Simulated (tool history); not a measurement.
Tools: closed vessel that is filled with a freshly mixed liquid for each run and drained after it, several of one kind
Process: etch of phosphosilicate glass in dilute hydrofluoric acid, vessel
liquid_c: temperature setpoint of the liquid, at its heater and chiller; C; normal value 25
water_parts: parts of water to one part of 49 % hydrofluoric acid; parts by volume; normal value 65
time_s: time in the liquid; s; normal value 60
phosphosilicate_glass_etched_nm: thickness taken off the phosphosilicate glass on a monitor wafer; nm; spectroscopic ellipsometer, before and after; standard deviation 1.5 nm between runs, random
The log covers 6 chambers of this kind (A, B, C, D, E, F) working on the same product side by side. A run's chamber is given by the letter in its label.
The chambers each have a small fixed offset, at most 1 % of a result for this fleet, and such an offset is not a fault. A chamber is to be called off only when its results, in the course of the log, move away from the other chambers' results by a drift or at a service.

run   hour  liquid_c  water_parts  time_s  read-back film thickness of the phosphosilicate glass reference wafer, read on the same gauge (nm)  phosphosilicate_glass_etched_nm
 1E   13.8        25           65      60                                                                                              69.974                           200.98
 2A   25.1        25           65      60                                                                                              69.973                           199.72
 3B   35.1        25           65      60                                                                                              70.002                           203.64
 4D   47.5        25           65      60                                                                                              69.986                           199.92
 5C   53.6        25           65      60                                                                                              69.988                           197.55
 6F   62.4        25           65      60                                                                                              69.999                           202.14
 7A   69.9        25           65      60                                                                                              70.029                           198.31
 8C   78.5        25           65      60                                                                                              70.012                            196.6
      87.2  -- chamber C: hydrofluoric acid flow meter replaced
 9B     91        25           65      60                                                                                              70.014                           205.15
10D  104.5        25           65      60                                                                                              69.995                           199.57
11E  111.1        25           40      75                                                                                              69.991                           413.23
12F  124.1        25           40      75                                                                                              70.004                           426.87
13D    138        25           40      75                                                                                              69.993                           415.63
14F  151.8        25           40      75                                                                                              70.023                            432.5
15A  159.6        25           40      75                                                                                              70.016                           421.36
     171.1  -- chamber C: thermometer replaced
16C  173.7        25           40      75                                                                                              69.992                           421.06
17E  185.4        25           65      60                                                                                              70.007                           201.43
18B  195.9        25           65      60                                                                                              70.001                           202.44
19E  205.5        25           65      60                                                                                               69.99                           201.32
20B  217.5        25           65      60                                                                                              69.981                           203.33
21C  229.1        25           65      60                                                                                              70.007                           202.47
22F  241.7        25           65      60                                                                                              69.973                           212.04
23A    248        25           65      60                                                                                              69.975                           196.04
24D  257.9        25           65      60                                                                                              69.978                           202.15
25F  268.7        25           65      60                                                                                              70.007                           215.95
26D  279.5        25           65      60                                                                                              70.015                           198.22
27B  287.7        25           65      60                                                                                              70.014                           203.13
28E  295.2        25           65      60                                                                                              69.993                           197.05
29A  305.5        25           65      60                                                                                              69.987                           197.17
30C  313.1        25           65      60                                                                                              70.013                            198.7
31D  321.8        25           65      60                                                                                              69.974                           201.62
32B  328.4        25           65      60                                                                                              69.999                           201.48
33E  340.8        25           65      60                                                                                              69.994                           202.62
34F  354.8        25           65      60                                                                                               69.99                           219.42
35C    367      21.5           65      60                                                                                              69.997                           173.93
36A  373.9      21.5           65      60                                                                                              70.004                           173.16
37C  380.2      21.5           65      60                                                                                              70.009                           170.96
38A  388.2      21.5           65      60                                                                                              70.017                           171.53
     392.2  -- chamber B: hydrofluoric acid flow meter replaced
39B  399.8      21.5           65      60                                                                                              69.991                           177.87

Is one chamber out of step, is the gauge drifting, or do the chambers differ by no more than their own small offsets? For an off chamber, give its letter and the likeliest cause.

Chamber F drifts away from the others.
What lies behind it: liquid hotter than its thermometer reads (K) = 2.43.
The log may not separate it from: hydrofluoric acid flow above the setpoint (%).

Here are 4 candidates for chamber F's next run, each the usual settings with a change, their results left as question marks. Which one brings its results back in line with what the others give on the usual settings?
Counts as in line when no further than this from what the other chambers average on the usual settings: phosphosilicate_glass_etched_nm 5.4 nm
40F-1  409.9      24.5           65      55                                                                                                                                    ?
40F-2  409.9      24.5           65      50                                                                                                                                    ?
40F-3  409.9      27.5           65      60                                                                                                                                    ?
40F-4  409.9      25.5           55      60                                                                                                                                    ?

The other chambers' mean on the usual settings: phosphosilicate_glass_etched_nm 200.47 nm
  run  phosphosilicate_glass_etched_nm
40F-1                           199.49
40F-2                           181.35
40F-3                           245.16
40F-4                           270.99
With 40F-1, the chamber falls back in line with the rest.
